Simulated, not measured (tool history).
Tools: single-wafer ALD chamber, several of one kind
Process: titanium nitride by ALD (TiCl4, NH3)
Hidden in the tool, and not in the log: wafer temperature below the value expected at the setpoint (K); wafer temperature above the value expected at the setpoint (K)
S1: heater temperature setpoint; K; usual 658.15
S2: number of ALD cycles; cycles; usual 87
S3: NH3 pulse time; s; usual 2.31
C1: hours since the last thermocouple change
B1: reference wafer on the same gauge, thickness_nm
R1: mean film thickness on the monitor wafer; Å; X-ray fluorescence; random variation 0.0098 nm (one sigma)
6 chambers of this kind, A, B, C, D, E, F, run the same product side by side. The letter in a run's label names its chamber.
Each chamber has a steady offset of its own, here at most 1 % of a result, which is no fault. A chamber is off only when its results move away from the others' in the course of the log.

| run | hour | S1 | S2 | S3 | C1 | B1 | R1 |
|---|---|---|---|---|---|---|---|
| 1D | 10.1 | 658.15 | 87 | 2.31 | 1036.2 | 1.9309 | 19.008 |
| 2B | 16.3 | 658.15 | 87 | 2.31 | 781.7 | 1.9298 | 18.961 |
| 3A | 25.7 | 658.15 | 87 | 2.31 | 510.3 | 1.9291 | 19.181 |
| 4F | 31.8 | 658.15 | 87 | 2.31 | 1957.1 | 1.9328 | 19.245 |
| 5C | 39.2 | 649.15 | 87 | 2.80 | 439.0 | 1.9307 | 19.196 |
| 6E | 47.5 | 649.15 | 87 | 2.80 | 1216.0 | 1.9305 | 18.852 |
| 7B | 54.7 | 649.15 | 87 | 2.80 | 820.1 | 1.9301 | 19.118 |
| 8C | 60.4 | 649.15 | 87 | 2.80 | 460.2 | 1.9312 | 19.073 |
| 9E | 70.2 | 649.15 | 87 | 2.80 | 1238.7 | 1.9287 | 18.946 |
| 10A | 77.1 | 649.15 | 87 | 2.80 | 561.7 | 1.9283 | 19.306 |
| 11F | 87.6 | 658.15 | 87 | 2.31 | 2012.9 | 1.9305 | 19.329 |
| 12D | 98.1 | 658.15 | 87 | 2.31 | 1124.2 | 1.9288 | 18.939 |
| 13C | 108.2 | 658.15 | 87 | 2.31 | 508.0 | 1.9308 | 19.032 |
| 14A | 113.6 | 658.15 | 87 | 2.31 | 598.2 | 1.9307 | 19.081 |
| 15B | 120.2 | 658.15 | 87 | 2.31 | 885.6 | 1.9304 | 19.179 |
| 16F | 127.8 | 658.15 | 87 | 2.99 | 2053.1 | 1.9288 | 19.324 |
| 17D | 139.0 | 658.15 | 87 | 2.99 | 1165.1 | 1.9297 | 19.344 |
| 18E | 149.8 | 658.15 | 87 | 2.99 | 1318.3 | 1.9306 | 19.218 |
| 19F | 159.3 | 658.15 | 87 | 2.99 | 2084.6 | 1.9300 | 19.395 |
| 20C | 169.7 | 658.15 | 87 | 2.99 | 569.5 | 1.9300 | 19.386 |
| 21D | 176.0 | 658.15 | 87 | 2.99 | 1202.1 | 1.9282 | 19.533 |
| 22B | 183.2 | 658.15 | 87 | 2.31 | 948.6 | 1.9305 | 19.086 |
| 23E | 191.8 | 658.15 | 87 | 2.31 | 1360.3 | 1.9330 | 19.012 |
| 24A | 200.3 | 658.15 | 87 | 2.31 | 684.9 | 1.9299 | 19.054 |
| 25C | 206.1 | 658.15 | 87 | 2.31 | 605.9 | 1.9278 | 18.820 |
| 26D | 214.5 | 658.15 | 87 | 2.31 | 1240.6 | 1.9321 | 19.101 |
| 27B | 220.3 | 658.15 | 87 | 2.31 | 985.7 | 1.9306 | 19.061 |
| 28F | 230.1 | 658.15 | 87 | 2.62 | 2155.4 | 1.9306 | 19.317 |
| 29E | 239.7 | 658.15 | 87 | 2.62 | 1408.2 | 1.9298 | 18.907 |
| 30A | 248.6 | 658.15 | 87 | 2.62 | 733.2 | 1.9303 | 19.166 |
| 31F | 254.0 | 658.15 | 87 | 2.62 | 2179.3 | 1.9305 | 19.189 |
| 32C | 263.6 | 658.15 | 87 | 2.62 | 663.4 | 1.9305 | 19.163 |
| 33D | 269.1 | 658.15 | 87 | 2.62 | 1295.2 | 1.9296 | 19.289 |
| 34E | 274.6 | 658.15 | 87 | 2.31 | 1443.1 | 1.9321 | 18.881 |
| 35A | 282.8 | 658.15 | 87 | 2.31 | 767.4 | 1.9306 | 18.965 |
| 36B | 292.1 | 658.15 | 87 | 2.31 | 1057.5 | 1.9299 | 18.916 |
| 37C | 302.0 | 645.15 | 87 | 3.21 | 701.8 | 1.9307 | 19.208 |
| 38F | 310.5 | 645.15 | 87 | 3.21 | 2235.8 | 1.9309 | 19.209 |
| 39A | 319.8 | 645.15 | 87 | 3.21 | 804.4 | 1.9303 | 19.285 |
| 40E | 325.0 | 645.15 | 87 | 3.21 | 1493.5 | 1.9327 | 18.947 |

What goes on in this fleet: one chamber off, a drifting gauge, or nothing beyond the chambers' own small offsets? Name the chamber and the cause, if any.

No chamber stands off beyond its own small offset, and the gauge holds steady.

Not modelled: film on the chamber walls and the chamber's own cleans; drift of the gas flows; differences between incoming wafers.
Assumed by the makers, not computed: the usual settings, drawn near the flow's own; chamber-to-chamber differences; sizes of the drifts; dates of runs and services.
